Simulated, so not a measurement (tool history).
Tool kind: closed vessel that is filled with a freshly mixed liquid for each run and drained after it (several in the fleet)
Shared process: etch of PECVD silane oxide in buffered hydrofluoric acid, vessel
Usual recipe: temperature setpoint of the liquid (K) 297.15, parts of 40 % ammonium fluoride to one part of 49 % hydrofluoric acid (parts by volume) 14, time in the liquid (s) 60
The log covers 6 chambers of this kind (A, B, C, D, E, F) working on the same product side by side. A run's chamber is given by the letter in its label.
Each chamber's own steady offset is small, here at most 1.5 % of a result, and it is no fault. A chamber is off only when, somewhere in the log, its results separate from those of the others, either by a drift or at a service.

run   hour  temperature setpoint of the liquid (K)  parts of 40 % ammonium fluoride to one part of 49 % hydrofluoric acid (parts by volume)  time in the liquid (s)  read-back film thickness of the PECVD silane oxide reference wafer, read on the same gauge (nm)  thickness taken off the PECVD silane oxide on a monitor wafer (nm)
       5.9  -- chamber E: hydrofluoric acid flow meter replaced
 1E    7.1                                  297.15                                                                                       14                      60                                                                                           39.981                                                              200.13
 2D   14.6                                  297.15                                                                                       14                      60                                                                                           39.961                                                              196.82
 3F   25.7                                  297.15                                                                                       14                      60                                                                                           39.987                                                              197.94
 4B   37.3                                  297.15                                                                                       14                      60                                                                                           39.987                                                              198.95
 5A   43.1                                  297.15                                                                                       14                      60                                                                                           40.034                                                               199.4
 6C     52                                  297.15                                                                                       14                      60                                                                                            40.02                                                              197.33
 7F     63                                  297.15                                                                                       14                      60                                                                                           39.999                                                              196.94
 8C   74.3                                  297.15                                                                                       14                      60                                                                                           40.044                                                              198.87
      80.8  -- chamber F: thermometer replaced
 9E   81.8                                  297.15                                                                                       14                      60                                                                                           40.021                                                              200.04
10D   88.4                                  297.15                                                                                       14                      60                                                                                               40                                                               197.5
11A   95.8                                  297.15                                                                                       14                      60                                                                                           39.967                                                              197.62
       104  -- chamber A: thermometer replaced
12B  104.6                                  297.15                                                                                       14                      60                                                                                           40.022                                                              196.23
13C  112.3                                  297.15                                                                                       14                      60                                                                                           39.971                                                              197.53
14D  122.2                                  297.15                                                                                       14                      60                                                                                           39.995                                                              195.68
15A  132.6                                  297.15                                                                                       14                      60                                                                                           40.032                                                              198.47
16E    140                                  297.15                                                                                       14                      40                                                                                           40.002                                                              133.09
17B    146                                  297.15                                                                                       14                      40                                                                                           40.039                                                              130.92
18F  155.5                                  297.15                                                                                       14                      40                                                                                           39.977                                                              136.91
19E  166.5                                  297.15                                                                                       14                      40                                                                                           39.969                                                              134.96
20A  173.6                                  297.15                                                                                       14                      40                                                                                           39.981                                                              133.11
21F  180.5                                  297.15                                                                                       14                      40                                                                                           39.982                                                              133.79
22C  187.4                                  301.15                                                                                       18                      60                                                                                           40.027                                                              192.67
23B    195                                  301.15                                                                                       18                      60                                                                                           39.961                                                              191.03
       199  -- chamber B: thermometer replaced
24D  201.2                                  301.15                                                                                       18                      60                                                                                           40.015                                                              191.52
25B  208.4                                  301.15                                                                                       18                      60                                                                                           40.048                                                              190.41
26A  218.1                                  301.15                                                                                       18                      60                                                                                           39.978                                                              192.19
27F  223.1                                  301.15                                                                                       18                      60                                                                                           40.041                                                              198.66
28E  230.3                                  297.15                                                                                       14                      60                                                                                           39.962                                                              200.63
29D  239.6                                  297.15                                                                                       14                      60                                                                                           40.019                                                              196.02
     249.1  -- chamber D: thermometer replaced
30C  251.1                                  297.15                                                                                       14                      60                                                                                               40                                                              198.75
31E  257.4                                  297.15                                                                                       14                      60                                                                                           39.986                                                              199.54
32F  266.6                                  297.15                                                                                       14                      60                                                                                           39.958                                                              206.53
33B  276.9                                  297.15                                                                                     11.5                      60                                                                                           39.979                                                              238.14
34D  286.6                                  297.15                                                                                     11.5                      60                                                                                           40.016                                                              239.98
35A    295                                  297.15                                                                                     11.5                      60                                                                                           39.998                                                              240.03
36C  303.8                                  297.15                                                                                     11.5                      60                                                                                           40.035                                                              241.59
37F  312.9                                  297.15                                                                                     11.5                      60                                                                                           40.021                                                              252.36
38A  324.1                                  297.15                                                                                     11.5                      60                                                                                            39.98                                                              239.14
39C  333.4                                  297.15                                                                                       14                      60                                                                                           40.001                                                              198.76
40E  340.8                                  297.15                                                                                       14                      60                                                                                           40.007                                                              201.24
41B  348.2                                  297.15                                                                                       14                      60                                                                                           39.984                                                               197.3

Next, all 6 chambers run the settings below, one line each with question marks for the results. What does each chamber give?
42A  356.4                                  297.15                                                                                       14                      60                                                                                                                                                                    ?
42B  356.4                                  297.15                                                                                       14                      60                                                                                                                                                                    ?
42C  356.4                                  297.15                                                                                       14                      60                                                                                                                                                                    ?
42D  356.4                                  297.15                                                                                       14                      60                                                                                                                                                                    ?
42E  356.4                                  297.15                                                                                       14                      60                                                                                                                                                                    ?
42F  356.4                                  297.15                                                                                       14                      60                                                                                                                                                                    ?

run  thickness taken off the PECVD silane oxide on a monitor wafer (nm)
42A                                                              198.45
42B                                                              198.91
42C                                                              200.66
42D                                                              199.02
42E                                                              202.56
42F                                                              208.09
